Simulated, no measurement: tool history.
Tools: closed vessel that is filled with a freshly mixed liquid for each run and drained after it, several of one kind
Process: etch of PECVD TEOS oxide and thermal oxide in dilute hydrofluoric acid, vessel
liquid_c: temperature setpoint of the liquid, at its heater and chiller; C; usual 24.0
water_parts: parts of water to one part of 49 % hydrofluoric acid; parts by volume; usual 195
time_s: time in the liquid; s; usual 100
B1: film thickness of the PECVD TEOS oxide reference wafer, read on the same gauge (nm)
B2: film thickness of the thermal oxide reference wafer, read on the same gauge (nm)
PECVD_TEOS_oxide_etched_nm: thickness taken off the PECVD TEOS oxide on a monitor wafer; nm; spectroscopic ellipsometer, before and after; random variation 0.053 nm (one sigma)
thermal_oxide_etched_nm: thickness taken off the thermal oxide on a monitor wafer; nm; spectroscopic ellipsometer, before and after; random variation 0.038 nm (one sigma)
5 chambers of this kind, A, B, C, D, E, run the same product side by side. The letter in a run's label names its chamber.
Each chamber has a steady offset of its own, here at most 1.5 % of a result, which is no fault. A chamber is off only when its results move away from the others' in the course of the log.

{"run": "1A", "hour": 4.7, "liquid_c": 24.0, "water_parts": 195, "time_s": 100, "B1": 79.997, "B2": 50.004, "PECVD_TEOS_oxide_etched_nm": 8.1826, "thermal_oxide_etched_nm": 2.0962}
{"run": "2C", "hour": 9.4, "liquid_c": 24.0, "water_parts": 195, "time_s": 100, "B1": 79.993, "B2": 49.998, "PECVD_TEOS_oxide_etched_nm": 8.3352, "thermal_oxide_etched_nm": 2.1518}
{"run": "3B", "hour": 11.7, "liquid_c": 24.0, "water_parts": 195, "time_s": 100, "B1": 80.0, "B2": 50.019, "PECVD_TEOS_oxide_etched_nm": 8.3526, "thermal_oxide_etched_nm": 2.0758}
{"run": "4D", "hour": 15.8, "liquid_c": 24.0, "water_parts": 195, "time_s": 100, "B1": 80.001, "B2": 50.009, "PECVD_TEOS_oxide_etched_nm": 8.3049, "thermal_oxide_etched_nm": 1.9917}
{"run": "5E", "hour": 18.8, "liquid_c": 24.0, "water_parts": 195, "time_s": 100, "B1": 79.983, "B2": 49.998, "PECVD_TEOS_oxide_etched_nm": 8.3336, "thermal_oxide_etched_nm": 2.1406}
{"run": "6E", "hour": 21.5, "liquid_c": 24.0, "water_parts": 195, "time_s": 50, "B1": 79.998, "B2": 50.026, "PECVD_TEOS_oxide_etched_nm": 4.2129, "thermal_oxide_etched_nm": 1.0518}
{"run": "7A", "hour": 25.5, "liquid_c": 24.0, "water_parts": 195, "time_s": 50, "B1": 80.01, "B2": 49.974, "PECVD_TEOS_oxide_etched_nm": 4.1276, "thermal_oxide_etched_nm": 1.0204}
{"run": "8C", "hour": 28.9, "liquid_c": 24.0, "water_parts": 195, "time_s": 50, "B1": 79.991, "B2": 50.007, "PECVD_TEOS_oxide_etched_nm": 4.2201, "thermal_oxide_etched_nm": 1.0566}
{"run": "9B", "hour": 33.3, "liquid_c": 24.0, "water_parts": 195, "time_s": 50, "B1": 80.002, "B2": 49.996, "PECVD_TEOS_oxide_etched_nm": 4.1752, "thermal_oxide_etched_nm": 1.0459}
{"run": "10D", "hour": 38.0, "liquid_c": 24.0, "water_parts": 195, "time_s": 50, "B1": 80.009, "B2": 50.005, "PECVD_TEOS_oxide_etched_nm": 4.2024, "thermal_oxide_etched_nm": 1.0349}
{"run": "11A", "hour": 40.9, "liquid_c": 24.0, "water_parts": 195, "time_s": 100, "B1": 80.01, "B2": 50.02, "PECVD_TEOS_oxide_etched_nm": 8.2779, "thermal_oxide_etched_nm": 2.1051}
{"run": "12E", "hour": 44.5, "liquid_c": 20.5, "water_parts": 195, "time_s": 100, "B1": 79.993, "B2": 50.002, "PECVD_TEOS_oxide_etched_nm": 7.3955, "thermal_oxide_etched_nm": 1.8179}
{"run": "13B", "hour": 46.8, "liquid_c": 20.5, "water_parts": 195, "time_s": 100, "B1": 79.993, "B2": 49.976, "PECVD_TEOS_oxide_etched_nm": 7.3141, "thermal_oxide_etched_nm": 1.8377}
{"run": "14D", "hour": 50.7, "liquid_c": 20.5, "water_parts": 195, "time_s": 100, "B1": 79.998, "B2": 49.994, "PECVD_TEOS_oxide_etched_nm": 7.1996, "thermal_oxide_etched_nm": 1.8225}
{"run": "15C", "hour": 53.5, "liquid_c": 20.5, "water_parts": 195, "time_s": 100, "B1": 80.006, "B2": 49.992, "PECVD_TEOS_oxide_etched_nm": 7.3502, "thermal_oxide_etched_nm": 1.8177}
{"run": "16C", "hour": 57.6, "liquid_c": 20.5, "water_parts": 195, "time_s": 100, "B1": 79.998, "B2": 49.977, "PECVD_TEOS_oxide_etched_nm": 7.3284, "thermal_oxide_etched_nm": 1.8055}
{"run": "17E", "hour": 61.3, "liquid_c": 24.0, "water_parts": 195, "time_s": 100, "B1": 79.993, "B2": 50.054, "PECVD_TEOS_oxide_etched_nm": 8.4046, "thermal_oxide_etched_nm": 2.1112}
{"run": "18D", "hour": 65.2, "liquid_c": 24.0, "water_parts": 195, "time_s": 100, "B1": 80.003, "B2": 50.028, "PECVD_TEOS_oxide_etched_nm": 8.2431, "thermal_oxide_etched_nm": 2.1073}
{"run": "19A", "hour": 68.0, "liquid_c": 24.0, "water_parts": 195, "time_s": 100, "B1": 79.997, "B2": 49.999, "PECVD_TEOS_oxide_etched_nm": 8.3169, "thermal_oxide_etched_nm": 2.039}
{"hour": 70.7, "done": "chamber C: thermometer replaced"}
{"run": "20B", "hour": 72.4, "liquid_c": 24.0, "water_parts": 195, "time_s": 100, "B1": 79.985, "B2": 49.976, "PECVD_TEOS_oxide_etched_nm": 8.3762, "thermal_oxide_etched_nm": 2.1523}
{"run": "21E", "hour": 76.0, "liquid_c": 24.0, "water_parts": 195, "time_s": 100, "B1": 80.005, "B2": 49.988, "PECVD_TEOS_oxide_etched_nm": 8.4947, "thermal_oxide_etched_nm": 2.1468}
{"run": "22C", "hour": 79.4, "liquid_c": 24.0, "water_parts": 105, "time_s": 100, "B1": 80.009, "B2": 49.995, "PECVD_TEOS_oxide_etched_nm": 17.011, "thermal_oxide_etched_nm": 4.2572}
{"run": "23B", "hour": 81.8, "liquid_c": 24.0, "water_parts": 105, "time_s": 100, "B1": 80.004, "B2": 49.996, "PECVD_TEOS_oxide_etched_nm": 16.863, "thermal_oxide_etched_nm": 4.3153}
{"run": "24D", "hour": 85.8, "liquid_c": 24.0, "water_parts": 105, "time_s": 100, "B1": 79.992, "B2": 50.033, "PECVD_TEOS_oxide_etched_nm": 17.495, "thermal_oxide_etched_nm": 4.3676}
{"run": "25A", "hour": 89.0, "liquid_c": 24.0, "water_parts": 105, "time_s": 100, "B1": 80.022, "B2": 50.007, "PECVD_TEOS_oxide_etched_nm": 17.06, "thermal_oxide_etched_nm": 4.3849}
{"run": "26E", "hour": 91.3, "liquid_c": 24.0, "water_parts": 105, "time_s": 100, "B1": 79.997, "B2": 50.015, "PECVD_TEOS_oxide_etched_nm": 17.439, "thermal_oxide_etched_nm": 4.5042}
{"run": "27C", "hour": 93.7, "liquid_c": 24.0, "water_parts": 195, "time_s": 100, "B1": 80.009, "B2": 50.001, "PECVD_TEOS_oxide_etched_nm": 8.3897, "thermal_oxide_etched_nm": 2.0641}
{"run": "28D", "hour": 96.3, "liquid_c": 24.0, "water_parts": 195, "time_s": 100, "B1": 80.013, "B2": 50.013, "PECVD_TEOS_oxide_etched_nm": 8.2755, "thermal_oxide_etched_nm": 2.083}
{"run": "29B", "hour": 99.4, "liquid_c": 22.0, "water_parts": 195, "time_s": 100, "B1": 79.998, "B2": 49.977, "PECVD_TEOS_oxide_etched_nm": 7.6897, "thermal_oxide_etched_nm": 1.8706}
{"run": "30A", "hour": 101.7, "liquid_c": 22.0, "water_parts": 195, "time_s": 100, "B1": 80.01, "B2": 50.02, "PECVD_TEOS_oxide_etched_nm": 7.6698, "thermal_oxide_etched_nm": 1.9728}
{"run": "31D", "hour": 105.6, "liquid_c": 22.0, "water_parts": 195, "time_s": 100, "B1": 80.001, "B2": 50.031, "PECVD_TEOS_oxide_etched_nm": 7.6703, "thermal_oxide_etched_nm": 1.9521}
{"run": "32B", "hour": 109.8, "liquid_c": 22.0, "water_parts": 195, "time_s": 100, "B1": 80.014, "B2": 50.006, "PECVD_TEOS_oxide_etched_nm": 7.7362, "thermal_oxide_etched_nm": 1.968}
{"run": "33E", "hour": 112.0, "liquid_c": 22.0, "water_parts": 195, "time_s": 100, "B1": 80.008, "B2": 49.971, "PECVD_TEOS_oxide_etched_nm": 7.728, "thermal_oxide_etched_nm": 1.9236}
{"run": "34A", "hour": 116.3, "liquid_c": 24.0, "water_parts": 195, "time_s": 100, "B1": 79.978, "B2": 49.978, "PECVD_TEOS_oxide_etched_nm": 8.2386, "thermal_oxide_etched_nm": 2.1352}
{"run": "35C", "hour": 118.5, "liquid_c": 24.0, "water_parts": 195, "time_s": 100, "B1": 80.0, "B2": 50.012, "PECVD_TEOS_oxide_etched_nm": 8.3909, "thermal_oxide_etched_nm": 2.1183}
{"run": "36A", "hour": 122.6, "liquid_c": 24.0, "water_parts": 195, "time_s": 100, "B1": 80.0, "B2": 49.992, "PECVD_TEOS_oxide_etched_nm": 8.2826, "thermal_oxide_etched_nm": 2.0956}

Is one chamber off against the others, does the gauge drift, or is nothing wrong? If a chamber is off, say which, and what the likeliest cause is.

No chamber stands off beyond its own small offset, and the gauge holds steady.
